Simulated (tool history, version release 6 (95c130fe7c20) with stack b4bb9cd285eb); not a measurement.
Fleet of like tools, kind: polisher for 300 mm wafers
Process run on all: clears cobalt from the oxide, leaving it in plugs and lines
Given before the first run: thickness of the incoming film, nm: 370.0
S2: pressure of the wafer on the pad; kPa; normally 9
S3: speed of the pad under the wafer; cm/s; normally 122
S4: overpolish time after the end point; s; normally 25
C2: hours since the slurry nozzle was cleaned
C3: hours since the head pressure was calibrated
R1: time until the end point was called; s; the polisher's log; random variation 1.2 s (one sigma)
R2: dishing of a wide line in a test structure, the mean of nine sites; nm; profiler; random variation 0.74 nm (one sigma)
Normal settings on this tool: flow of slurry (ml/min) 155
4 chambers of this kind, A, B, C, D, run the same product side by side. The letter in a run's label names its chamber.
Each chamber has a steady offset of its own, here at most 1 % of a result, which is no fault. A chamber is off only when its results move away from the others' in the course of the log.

run 1A day=0.171 | flow_of_slurry_(ml/min)=155 S2=9 S3=122 S4=25 | wafers_polished_on_this_pad=413 C2=119.8 C3=439.8 | R1=100.64 R2=35.88
run 2B day=0.333 | flow_of_slurry_(ml/min)=155 S2=9 S3=122 S4=25 | wafers_polished_on_this_pad=251 C2=117.5 C3=195.6 | R1=100.29 R2=37.634
-- day=0.404 chamber D: head pressure recalibrated
run 3D day=0.462 | flow_of_slurry_(ml/min)=155 S2=9 S3=122 S4=25 | wafers_polished_on_this_pad=960 C2=229.7 C3=1.5 | R1=98.694 R2=37.678
-- day=0.592 chamber A: worn pad replaced by a new one
run 4C day=0.675 | flow_of_slurry_(ml/min)=155 S2=9 S3=122 S4=25 | wafers_polished_on_this_pad=360 C2=151.7 C3=894.3 | R1=99.543 R2=36.463
-- day=0.754 chamber D: worn pad replaced by a new one
run 5A day=0.812 | flow_of_slurry_(ml/min)=155 S2=9 S3=122 S4=25 | wafers_polished_on_this_pad=55 C2=135.2 C3=455.2 | R1=98.635 R2=35.857
run 6C day=0.958 | flow_of_slurry_(ml/min)=155 S2=9 S3=122 S4=25 | wafers_polished_on_this_pad=431 C2=158.5 C3=901.1 | R1=98.828 R2=37.612
run 7B day=1.067 | flow_of_slurry_(ml/min)=155 S2=9 S3=144 S4=18 | wafers_polished_on_this_pad=433 C2=135.1 C3=213.2 | R1=82.987 R2=34.723
run 8D day=1.221 | flow_of_slurry_(ml/min)=155 S2=9 S3=144 S4=18 | wafers_polished_on_this_pad=117 C2=247.9 C3=19.7 | R1=83.292 R2=35.883
run 9D day=1.396 | flow_of_slurry_(ml/min)=155 S2=9 S3=144 S4=18 | wafers_polished_on_this_pad=160 C2=252.1 C3=23.9 | R1=84.469 R2=34.59
run 10B day=1.604 | flow_of_slurry_(ml/min)=155 S2=9 S3=144 S4=18 | wafers_polished_on_this_pad=567 C2=148 C3=226.1 | R1=84.857 R2=34.985
run 11A day=1.771 | flow_of_slurry_(ml/min)=155 S2=9 S3=122 S4=25 | wafers_polished_on_this_pad=294 C2=158.2 C3=478.2 | R1=100.95 R2=37.78
run 12C day=1.908 | flow_of_slurry_(ml/min)=155 S2=9 S3=122 S4=25 | wafers_polished_on_this_pad=668 C2=181.3 C3=923.9 | R1=100.01 R2=37.317
run 13D day=2.05 | flow_of_slurry_(ml/min)=155 S2=9 S3=122 S4=32 | wafers_polished_on_this_pad=324 C2=267.8 C3=39.6 | R1=101.12 R2=39.904
run 14A day=2.246 | flow_of_slurry_(ml/min)=155 S2=9 S3=122 S4=32 | wafers_polished_on_this_pad=412 C2=169.6 C3=489.6 | R1=99.539 R2=39.379
run 15C day=2.354 | flow_of_slurry_(ml/min)=155 S2=9 S3=122 S4=32 | wafers_polished_on_this_pad=779 C2=192 C3=934.6 | R1=100.87 R2=40.511
-- day=2.462 chamber A: worn pad replaced by a new one
-- day=2.488 chamber B: worn pad replaced by a new one
run 16B day=2.554 | flow_of_slurry_(ml/min)=155 S2=9 S3=122 S4=32 | wafers_polished_on_this_pad=17 C2=170.8 C3=248.9 | R1=98.002 R2=39.727
run 17A day=2.738 | flow_of_slurry_(ml/min)=155 S2=9 S3=122 S4=25 | wafers_polished_on_this_pad=69 C2=181.4 C3=501.4 | R1=99.74 R2=38.02
run 18D day=2.838 | flow_of_slurry_(ml/min)=155 S2=9 S3=122 S4=25 | wafers_polished_on_this_pad=520 C2=286.7 C3=58.5 | R1=99.512 R2=36.865
run 19C day=2.988 | flow_of_slurry_(ml/min)=155 S2=9 S3=122 S4=25 | wafers_polished_on_this_pad=937 C2=207.2 C3=949.8 | R1=98.617 R2=38.386
run 20B day=3.183 | flow_of_slurry_(ml/min)=155 S2=9 S3=122 S4=25 | wafers_polished_on_this_pad=173 C2=185.9 C3=264 | R1=102.07 R2=35.067
-- day=3.317 chamber D: slurry nozzle cleaned
run 21B day=3.375 | flow_of_slurry_(ml/min)=155 S2=9 S3=122 S4=38 | wafers_polished_on_this_pad=221 C2=190.5 C3=268.6 | R1=101.58 R2=39.867
run 22C day=3.521 | flow_of_slurry_(ml/min)=155 S2=9 S3=122 S4=38 | wafers_polished_on_this_pad=1070 C2=220 C3=962.6 | R1=101.06 R2=40.993
run 23D day=3.654 | flow_of_slurry_(ml/min)=155 S2=9 S3=122 S4=38 | wafers_polished_on_this_pad=723 C2=8.1 C3=78.1 | R1=99.983 R2=40.638
run 24A day=3.746 | flow_of_slurry_(ml/min)=155 S2=9 S3=122 S4=38 | wafers_polished_on_this_pad=320 C2=205.6 C3=525.6 | R1=99.209 R2=41.262
run 25B day=3.9 | flow_of_slurry_(ml/min)=155 S2=9 S3=122 S4=25 | wafers_polished_on_this_pad=352 C2=203.1 C3=281.2 | R1=100.68 R2=37.894
run 26D day=3.996 | flow_of_slurry_(ml/min)=155 S2=9 S3=122 S4=25 | wafers_polished_on_this_pad=809 C2=16.3 C3=86.3 | R1=99.174 R2=36.505

One chamber off, gauge drift, or nothing amiss beyond the chambers' own small offsets? If it is a chamber, which one, and what is the likeliest cause?

Beyond each chamber's small constant offset nothing stands out, and the gauge stays steady.
